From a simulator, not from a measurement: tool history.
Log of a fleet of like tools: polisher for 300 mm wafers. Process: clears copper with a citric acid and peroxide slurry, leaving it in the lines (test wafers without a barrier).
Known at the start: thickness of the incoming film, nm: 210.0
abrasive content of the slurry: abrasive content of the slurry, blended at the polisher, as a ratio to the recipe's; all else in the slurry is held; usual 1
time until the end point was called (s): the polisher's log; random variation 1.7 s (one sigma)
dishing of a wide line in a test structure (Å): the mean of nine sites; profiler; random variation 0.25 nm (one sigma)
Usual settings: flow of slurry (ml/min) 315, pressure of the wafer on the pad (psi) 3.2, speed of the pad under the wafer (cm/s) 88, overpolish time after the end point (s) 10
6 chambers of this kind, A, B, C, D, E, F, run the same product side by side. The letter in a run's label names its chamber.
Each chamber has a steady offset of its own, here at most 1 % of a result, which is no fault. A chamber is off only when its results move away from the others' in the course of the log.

run,hour,flow of slurry (ml/min),pressure of the wafer on the pad (psi),speed of the pad under the wafer (cm/s),abrasive content of the slurry,overpolish time after the end point (s),time until the end point was called (s),dishing of a wide line in a test structure (Å)
# hour 1.4: chamber A: worn pad replaced by a new one
1D,3.8,315,3.2,88,1,10,97.122,165.67
2B,6.8,315,3.2,88,1,10,95.904,163.61
# hour 8.4: chamber F: slurry blender recalibrated
# hour 10.1: chamber D: slurry blender recalibrated
3C,12.6,315,3.2,88,1,10,96.236,161.87
4E,17.3,315,3.2,88,1,10,96.514,168.88
5F,20.5,315,3.2,88,1,10,98.276,165.34
6A,23.5,315,3.2,88,1,10,93.818,165.38
# hour 26: chamber D: worn pad replaced by a new one
7D,26.7,315,3.2,88,1,10,97.341,165.79
8E,30.2,315,3.2,88,1,10,99.737,161.5
9B,33,315,3.2,88,1,10,98.032,165.25
10A,37.8,315,3.2,88,1,10,95.542,161.29
11F,42.6,315,3.2,64,1,10,133.06,125.12
# hour 44.2: chamber B: head pressure recalibrated
12C,47.3,315,3.2,64,1,10,135.5,120.28
# hour 49.9: chamber E: worn pad replaced by a new one
# hour 52.5: chamber C: worn pad replaced by a new one
13E,53.2,315,3.2,64,1,10,133.79,123.46
# hour 54.9: chamber F: head pressure recalibrated
# hour 59.4: chamber D: slurry nozzle cleaned
14C,59.4,315,3.2,64,1,10,131.36,125.93
15F,63.9,315,3.2,64,1,10,135.81,120.77
# hour 66.6: chamber B: slurry blender recalibrated
16A,66.7,315,3.2,64,1,10,130.61,121.12
17D,70.3,315,3.2,88,1,10,97.252,168.71
18B,74.1,315,3.2,88,1,10,98.847,166.94
19F,79.4,315,3.2,88,1,10,96.56,164.85
20D,83.6,355,3.2,88,1,10,97.131,169.35
# hour 84.7: chamber C: slurry blender recalibrated
21E,87.2,355,3.2,88,1,10,98.739,164.77
22A,91.8,355,3.2,88,1,10,98.509,165.22
23B,96.6,355,3.2,88,1,10,96.428,168.46
24C,100.6,355,3.2,88,1,10,96.055,161.48
# hour 101.6: chamber B: slurry nozzle cleaned
25B,104,355,3.2,88,1,10,98.007,164.62
# hour 107.9: chamber A: slurry blender recalibrated
26C,107.9,315,3.2,88,1,10,94.726,164.59
27A,112.1,315,3.2,88,1,10,98.705,166.55
28D,117.7,315,3.2,88,1,10,97.12,165.33
29E,121.7,315,3.2,88,1,10,97.582,161.51
30F,127.6,315,3.2,88,1,10,95.893,165.63
# hour 129.4: chamber A: worn pad replaced by a new one
31C,131.6,315,3.2,88,1,10,96.869,167.67
32E,136.7,315,3.2,88,1,10,95.059,165.41
33F,140.6,315,3.2,88,1,14,97.48,229.11
34B,146.2,315,3.2,88,1,14,95.385,226.58
35D,150,315,3.2,88,1,14,97.16,222.44
36A,155.5,315,3.2,88,1,14,97.959,223.02
37C,158.3,315,3.2,88,1,14,97.937,223.83

Is one chamber off against the others, does the gauge drift, or is nothing wrong? If a chamber is off, say which, and what the likeliest cause is.

No chamber stands off beyond its own small offset, and the gauge holds steady.

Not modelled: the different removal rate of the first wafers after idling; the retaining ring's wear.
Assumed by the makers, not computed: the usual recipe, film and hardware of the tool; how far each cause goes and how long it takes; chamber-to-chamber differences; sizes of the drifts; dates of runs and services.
